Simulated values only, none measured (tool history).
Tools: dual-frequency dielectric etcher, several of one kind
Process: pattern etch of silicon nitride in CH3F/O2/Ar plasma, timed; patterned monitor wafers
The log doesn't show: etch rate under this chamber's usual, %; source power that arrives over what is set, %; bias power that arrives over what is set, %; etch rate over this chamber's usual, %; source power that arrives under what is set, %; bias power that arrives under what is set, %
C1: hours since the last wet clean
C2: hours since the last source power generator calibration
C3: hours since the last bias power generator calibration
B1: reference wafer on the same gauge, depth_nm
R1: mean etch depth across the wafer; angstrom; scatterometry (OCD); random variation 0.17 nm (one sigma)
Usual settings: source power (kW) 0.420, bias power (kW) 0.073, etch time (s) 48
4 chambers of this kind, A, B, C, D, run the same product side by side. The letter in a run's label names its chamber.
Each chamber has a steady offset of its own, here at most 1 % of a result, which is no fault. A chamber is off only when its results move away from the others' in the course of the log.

run 1A day=0.229 | source_power_(kW)=0.420 bias_power_(kW)=0.073 etch_time_(s)=48 | C1=58.5 C2=3035.7 C3=1242.1 | B1=31.207 | R1=340.73
run 2C day=0.446 | source_power_(kW)=0.420 bias_power_(kW)=0.073 etch_time_(s)=48 | C1=510.4 C2=1543.7 C3=1329.7 | B1=31.160 | R1=342.00
run 3D day=0.658 | source_power_(kW)=0.420 bias_power_(kW)=0.073 etch_time_(s)=48 | C1=356.7 C2=118.6 C3=391.4 | B1=31.200 | R1=342.00
run 4B day=0.796 | source_power_(kW)=0.420 bias_power_(kW)=0.073 etch_time_(s)=48 | C1=291.5 C2=318.6 C3=335.7 | B1=31.212 | R1=347.18
-- day=0.917 chamber C: wet clean of the chamber
run 5C day=0.925 | source_power_(kW)=0.370 bias_power_(kW)=0.073 etch_time_(s)=48 | C1=0.3 C2=1555.2 C3=1341.2 | B1=31.181 | R1=329.63
run 6B day=1.171 | source_power_(kW)=0.370 bias_power_(kW)=0.073 etch_time_(s)=48 | C1=300.5 C2=327.6 C3=344.7 | B1=31.231 | R1=328.06
run 7A day=1.412 | source_power_(kW)=0.370 bias_power_(kW)=0.073 etch_time_(s)=48 | C1=86.9 C2=3064.1 C3=1270.5 | B1=31.151 | R1=326.67
run 8D day=1.579 | source_power_(kW)=0.370 bias_power_(kW)=0.073 etch_time_(s)=48 | C1=378.8 C2=140.7 C3=413.5 | B1=31.225 | R1=327.39
run 9D day=1.692 | source_power_(kW)=0.420 bias_power_(kW)=0.073 etch_time_(s)=48 | C1=381.5 C2=143.4 C3=416.2 | B1=31.187 | R1=342.58
run 10B day=1.821 | source_power_(kW)=0.420 bias_power_(kW)=0.073 etch_time_(s)=48 | C1=316.1 C2=343.2 C3=360.3 | B1=31.214 | R1=344.38
run 11C day=2.000 | source_power_(kW)=0.420 bias_power_(kW)=0.073 etch_time_(s)=48 | C1=26.1 C2=1581.0 C3=1367.0 | B1=31.255 | R1=346.47
run 12A day=2.208 | source_power_(kW)=0.420 bias_power_(kW)=0.073 etch_time_(s)=48 | C1=106.0 C2=3083.2 C3=1289.6 | B1=31.228 | R1=346.89
run 13D day=2.375 | source_power_(kW)=0.420 bias_power_(kW)=0.083 etch_time_(s)=56 | C1=397.9 C2=159.8 C3=432.6 | B1=31.181 | R1=419.03
run 14A day=2.608 | source_power_(kW)=0.420 bias_power_(kW)=0.083 etch_time_(s)=56 | C1=115.6 C2=3092.8 C3=1299.2 | B1=31.182 | R1=419.18
-- day=2.696 chamber B: wet clean of the chamber
run 15B day=2.821 | source_power_(kW)=0.420 bias_power_(kW)=0.083 etch_time_(s)=56 | C1=3.0 C2=367.2 C3=384.3 | B1=31.220 | R1=425.57
run 16C day=3.071 | source_power_(kW)=0.420 bias_power_(kW)=0.083 etch_time_(s)=56 | C1=51.8 C2=1606.7 C3=1392.7 | B1=31.203 | R1=416.06
run 17C day=3.238 | source_power_(kW)=0.420 bias_power_(kW)=0.081 etch_time_(s)=48 | C1=55.8 C2=1610.7 C3=1396.7 | B1=31.200 | R1=354.43
run 18D day=3.412 | source_power_(kW)=0.420 bias_power_(kW)=0.081 etch_time_(s)=48 | C1=422.8 C2=184.7 C3=457.5 | B1=31.175 | R1=351.80
run 19B day=3.588 | source_power_(kW)=0.420 bias_power_(kW)=0.081 etch_time_(s)=48 | C1=21.4 C2=385.6 C3=402.7 | B1=31.218 | R1=353.92
run 20A day=3.746 | source_power_(kW)=0.420 bias_power_(kW)=0.081 etch_time_(s)=48 | C1=142.9 C2=3120.1 C3=1326.5 | B1=31.183 | R1=355.68
run 21B day=3.950 | source_power_(kW)=0.420 bias_power_(kW)=0.073 etch_time_(s)=48 | C1=30.1 C2=394.3 C3=411.4 | B1=31.216 | R1=344.09
run 22A day=4.079 | source_power_(kW)=0.420 bias_power_(kW)=0.073 etch_time_(s)=48 | C1=150.9 C2=3128.1 C3=1334.5 | B1=31.220 | R1=340.91
run 23D day=4.271 | source_power_(kW)=0.420 bias_power_(kW)=0.073 etch_time_(s)=48 | C1=443.4 C2=205.3 C3=478.1 | B1=31.186 | R1=340.11
run 24C day=4.467 | source_power_(kW)=0.420 bias_power_(kW)=0.073 etch_time_(s)=48 | C1=85.3 C2=1640.2 C3=1426.2 | B1=31.204 | R1=344.97
run 25B day=4.604 | source_power_(kW)=0.420 bias_power_(kW)=0.073 etch_time_(s)=48 | C1=45.8 C2=410.0 C3=427.1 | B1=31.193 | R1=347.57
run 26A day=4.792 | source_power_(kW)=0.420 bias_power_(kW)=0.073 etch_time_(s)=48 | C1=168.0 C2=3145.2 C3=1351.6 | B1=31.200 | R1=341.15
run 27C day=4.983 | source_power_(kW)=0.420 bias_power_(kW)=0.073 etch_time_(s)=48 | C1=97.7 C2=1652.6 C3=1438.6 | B1=31.226 | R1=342.84
run 28D day=5.208 | source_power_(kW)=0.420 bias_power_(kW)=0.073 etch_time_(s)=48 | C1=465.9 C2=227.8 C3=500.6 | B1=31.228 | R1=335.89
run 29A day=5.433 | source_power_(kW)=0.420 bias_power_(kW)=0.073 etch_time_(s)=48 | C1=183.4 C2=3160.6 C3=1367.0 | B1=31.198 | R1=345.47
run 30D day=5.642 | source_power_(kW)=0.420 bias_power_(kW)=0.073 etch_time_(s)=48 | C1=476.3 C2=238.2 C3=511.0 | B1=31.202 | R1=336.02
run 31C day=5.758 | source_power_(kW)=0.420 bias_power_(kW)=0.073 etch_time_(s)=48 | C1=116.3 C2=1671.2 C3=1457.2 | B1=31.158 | R1=343.95
run 32B day=5.967 | source_power_(kW)=0.420 bias_power_(kW)=0.073 etch_time_(s)=48 | C1=78.5 C2=442.7 C3=459.8 | B1=31.183 | R1=344.47
run 33C day=6.104 | source_power_(kW)=0.420 bias_power_(kW)=0.073 etch_time_(s)=48 | C1=124.6 C2=1679.5 C3=1465.5 | B1=31.228 | R1=342.90
run 34B day=6.338 | source_power_(kW)=0.420 bias_power_(kW)=0.073 etch_time_(s)=48 | C1=87.4 C2=451.6 C3=468.7 | B1=31.177 | R1=344.22
run 35D day=6.571 | source_power_(kW)=0.420 bias_power_(kW)=0.073 etch_time_(s)=48 | C1=498.6 C2=260.5 C3=533.3 | B1=31.199 | R1=333.34
run 36A day=6.762 | source_power_(kW)=0.420 bias_power_(kW)=0.073 etch_time_(s)=48 | C1=215.3 C2=3192.5 C3=1398.9 | B1=31.186 | R1=340.70
run 37D day=6.975 | source_power_(kW)=0.420 bias_power_(kW)=0.073 etch_time_(s)=48 | C1=508.3 C2=270.2 C3=543.0 | B1=31.229 | R1=334.15
run 38A day=7.179 | source_power_(kW)=0.420 bias_power_(kW)=0.073 etch_time_(s)=48 | C1=225.3 C2=3202.5 C3=1408.9 | B1=31.206 | R1=343.57
run 39B day=7.433 | source_power_(kW)=0.420 bias_power_(kW)=0.073 etch_time_(s)=48 | C1=113.7 C2=477.9 C3=495.0 | B1=31.207 | R1=347.98
run 40C day=7.550 | source_power_(kW)=0.370 bias_power_(kW)=0.073 etch_time_(s)=36 | C1=159.3 C2=1714.2 C3=1500.2 | B1=31.212 | R1=244.39
run 41B day=7.721 | source_power_(kW)=0.370 bias_power_(kW)=0.073 etch_time_(s)=36 | C1=120.6 C2=484.8 C3=501.9 | B1=31.161 | R1=249.64
run 42A day=7.925 | source_power_(kW)=0.370 bias_power_(kW)=0.073 etch_time_(s)=36 | C1=243.2 C2=3220.4 C3=1426.8 | B1=31.203 | R1=244.71

All 4 chambers run these settings next. Forecast each chamber's results:
run 43A day=8.108 | source_power_(kW)=0.420 bias_power_(kW)=0.073 etch_time_(s)=48 | R1=?
run 43B day=8.108 | source_power_(kW)=0.420 bias_power_(kW)=0.073 etch_time_(s)=48 | R1=?
run 43C day=8.108 | source_power_(kW)=0.420 bias_power_(kW)=0.073 etch_time_(s)=48 | R1=?
run 43D day=8.108 | source_power_(kW)=0.420 bias_power_(kW)=0.073 etch_time_(s)=48 | R1=?

run=43A R1=339.18
run=43B R1=346.50
run=43C R1=345.82
run=43D R1=328.13

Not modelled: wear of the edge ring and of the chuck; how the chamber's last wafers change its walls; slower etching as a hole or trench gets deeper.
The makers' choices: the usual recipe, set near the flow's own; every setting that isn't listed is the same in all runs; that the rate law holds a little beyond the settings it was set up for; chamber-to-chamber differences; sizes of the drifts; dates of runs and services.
